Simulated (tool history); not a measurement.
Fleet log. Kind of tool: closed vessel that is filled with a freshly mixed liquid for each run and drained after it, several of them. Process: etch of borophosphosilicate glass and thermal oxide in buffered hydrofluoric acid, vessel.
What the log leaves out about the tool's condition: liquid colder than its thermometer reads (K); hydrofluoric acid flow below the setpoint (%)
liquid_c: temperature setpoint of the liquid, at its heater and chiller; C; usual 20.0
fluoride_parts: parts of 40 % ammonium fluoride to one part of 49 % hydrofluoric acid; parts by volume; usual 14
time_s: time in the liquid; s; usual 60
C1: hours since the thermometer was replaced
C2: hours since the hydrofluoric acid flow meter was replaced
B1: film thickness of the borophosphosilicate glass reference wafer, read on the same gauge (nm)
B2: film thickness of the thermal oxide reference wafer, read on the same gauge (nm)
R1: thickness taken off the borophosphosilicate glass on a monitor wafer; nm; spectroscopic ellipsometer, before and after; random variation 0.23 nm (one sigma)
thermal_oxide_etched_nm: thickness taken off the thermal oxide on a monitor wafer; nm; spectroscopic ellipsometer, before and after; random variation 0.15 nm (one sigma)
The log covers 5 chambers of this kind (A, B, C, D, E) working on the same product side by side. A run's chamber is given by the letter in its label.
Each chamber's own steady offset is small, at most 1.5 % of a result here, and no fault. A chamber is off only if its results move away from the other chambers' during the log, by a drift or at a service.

run 1C hour=3.9 | liquid_c=20.0 fluoride_parts=14 time_s=60 | C1=1441.1 C2=749.3 | B1=69.973 B2=30.022 | R1=49.566 thermal_oxide_etched_nm=38.510
run 2D hour=8.2 | liquid_c=20.0 fluoride_parts=14 time_s=60 | C1=1387.3 C2=107.4 | B1=69.995 B2=30.018 | R1=50.514 thermal_oxide_etched_nm=38.943
run 3B hour=10.5 | liquid_c=20.0 fluoride_parts=14 time_s=60 | C1=1030.9 C2=740.3 | B1=70.028 B2=30.005 | R1=50.343 thermal_oxide_etched_nm=39.062
-- hour=12.7 chamber D: thermometer replaced
run 4E hour=12.8 | liquid_c=20.0 fluoride_parts=14 time_s=60 | C1=547.5 C2=620.3 | B1=69.967 B2=30.005 | R1=50.189 thermal_oxide_etched_nm=39.338
run 5A hour=15.3 | liquid_c=20.0 fluoride_parts=14 time_s=60 | C1=701.6 C2=201.8 | B1=70.010 B2=29.974 | R1=50.151 thermal_oxide_etched_nm=38.620
run 6D hour=18.9 | liquid_c=20.0 fluoride_parts=14 time_s=60 | C1=6.3 C2=118.1 | B1=70.018 B2=30.029 | R1=50.352 thermal_oxide_etched_nm=38.967
run 7B hour=20.9 | liquid_c=20.0 fluoride_parts=14 time_s=30 | C1=1041.3 C2=750.7 | B1=69.996 B2=29.964 | R1=25.232 thermal_oxide_etched_nm=19.526
run 8A hour=24.1 | liquid_c=20.0 fluoride_parts=14 time_s=30 | C1=710.4 C2=210.6 | B1=70.008 B2=29.986 | R1=24.866 thermal_oxide_etched_nm=19.419
-- hour=27.2 chamber B: hydrofluoric acid flow meter replaced
run 9C hour=27.9 | liquid_c=20.0 fluoride_parts=14 time_s=30 | C1=1465.1 C2=773.3 | B1=70.012 B2=30.025 | R1=24.924 thermal_oxide_etched_nm=19.298
run 10E hour=30.0 | liquid_c=20.0 fluoride_parts=14 time_s=30 | C1=564.7 C2=637.5 | B1=70.013 B2=29.976 | R1=25.345 thermal_oxide_etched_nm=19.561
run 11D hour=33.1 | liquid_c=20.0 fluoride_parts=14 time_s=30 | C1=20.5 C2=132.3 | B1=69.987 B2=29.986 | R1=25.263 thermal_oxide_etched_nm=19.597
run 12C hour=35.7 | liquid_c=20.0 fluoride_parts=14 time_s=60 | C1=1472.9 C2=781.1 | B1=69.970 B2=29.976 | R1=49.713 thermal_oxide_etched_nm=38.943
run 13B hour=38.5 | liquid_c=20.0 fluoride_parts=14 time_s=60 | C1=1058.9 C2=11.4 | B1=70.002 B2=30.019 | R1=50.381 thermal_oxide_etched_nm=38.929
run 14A hour=40.4 | liquid_c=20.0 fluoride_parts=14 time_s=60 | C1=726.7 C2=226.9 | B1=70.003 B2=30.002 | R1=50.014 thermal_oxide_etched_nm=39.047
run 15E hour=43.2 | liquid_c=20.0 fluoride_parts=14 time_s=60 | C1=577.9 C2=650.7 | B1=70.001 B2=30.001 | R1=50.816 thermal_oxide_etched_nm=38.644
run 16C hour=46.4 | liquid_c=20.0 fluoride_parts=14 time_s=60 | C1=1483.6 C2=791.8 | B1=70.013 B2=29.966 | R1=49.256 thermal_oxide_etched_nm=38.932
run 17E hour=49.5 | liquid_c=20.0 fluoride_parts=14 time_s=60 | C1=584.2 C2=657.0 | B1=69.942 B2=30.019 | R1=50.448 thermal_oxide_etched_nm=38.938
run 18B hour=53.7 | liquid_c=20.0 fluoride_parts=14 time_s=60 | C1=1074.1 C2=26.6 | B1=69.988 B2=29.998 | R1=50.670 thermal_oxide_etched_nm=38.917
run 19D hour=56.6 | liquid_c=20.0 fluoride_parts=14 time_s=60 | C1=44.0 C2=155.8 | B1=69.991 B2=30.024 | R1=50.240 thermal_oxide_etched_nm=38.880
run 20A hour=58.9 | liquid_c=20.0 fluoride_parts=14 time_s=60 | C1=745.2 C2=245.4 | B1=70.003 B2=29.965 | R1=50.128 thermal_oxide_etched_nm=38.808
run 21E hour=61.7 | liquid_c=23.0 fluoride_parts=14 time_s=60 | C1=596.4 C2=669.2 | B1=69.955 B2=30.013 | R1=60.242 thermal_oxide_etched_nm=45.980
run 22D hour=65.8 | liquid_c=23.0 fluoride_parts=14 time_s=60 | C1=53.2 C2=165.0 | B1=69.957 B2=30.029 | R1=59.230 thermal_oxide_etched_nm=45.967
run 23B hour=68.6 | liquid_c=23.0 fluoride_parts=14 time_s=60 | C1=1089.0 C2=41.5 | B1=70.016 B2=30.011 | R1=59.407 thermal_oxide_etched_nm=45.598
run 24C hour=71.1 | liquid_c=23.0 fluoride_parts=14 time_s=60 | C1=1508.3 C2=816.5 | B1=70.017 B2=29.977 | R1=58.226 thermal_oxide_etched_nm=46.040
run 25A hour=74.4 | liquid_c=23.0 fluoride_parts=14 time_s=60 | C1=760.7 C2=260.9 | B1=70.005 B2=29.997 | R1=58.242 thermal_oxide_etched_nm=45.972
run 26B hour=78.6 | liquid_c=20.0 fluoride_parts=14 time_s=60 | C1=1099.0 C2=51.5 | B1=69.969 B2=30.004 | R1=50.644 thermal_oxide_etched_nm=39.006
run 27D hour=82.5 | liquid_c=24.5 fluoride_parts=14 time_s=60 | C1=69.9 C2=181.7 | B1=70.007 B2=30.001 | R1=65.008 thermal_oxide_etched_nm=50.010
run 28A hour=85.3 | liquid_c=24.5 fluoride_parts=14 time_s=60 | C1=771.6 C2=271.8 | B1=70.043 B2=29.999 | R1=63.924 thermal_oxide_etched_nm=49.362
run 29E hour=88.2 | liquid_c=24.5 fluoride_parts=14 time_s=60 | C1=622.9 C2=695.7 | B1=69.993 B2=29.979 | R1=64.789 thermal_oxide_etched_nm=50.165
run 30C hour=90.5 | liquid_c=24.5 fluoride_parts=14 time_s=60 | C1=1527.7 C2=835.9 | B1=70.039 B2=29.983 | R1=63.790 thermal_oxide_etched_nm=50.153
run 31B hour=92.9 | liquid_c=24.5 fluoride_parts=14 time_s=60 | C1=1113.3 C2=65.8 | B1=69.980 B2=30.028 | R1=64.720 thermal_oxide_etched_nm=50.036
run 32A hour=95.2 | liquid_c=20.0 fluoride_parts=14 time_s=60 | C1=781.5 C2=281.7 | B1=70.011 B2=30.024 | R1=50.277 thermal_oxide_etched_nm=38.755
run 33C hour=98.2 | liquid_c=20.0 fluoride_parts=14 time_s=60 | C1=1535.4 C2=843.6 | B1=69.992 B2=29.996 | R1=49.750 thermal_oxide_etched_nm=38.794

Read the log: is a single chamber off, either drifting away or since a service, is the gauge that measures every chamber drifting, or is nothing wrong beyond small per-chamber offsets? Name any odd chamber and what most likely caused it.

No chamber stands off beyond its own small offset, and the gauge holds steady.
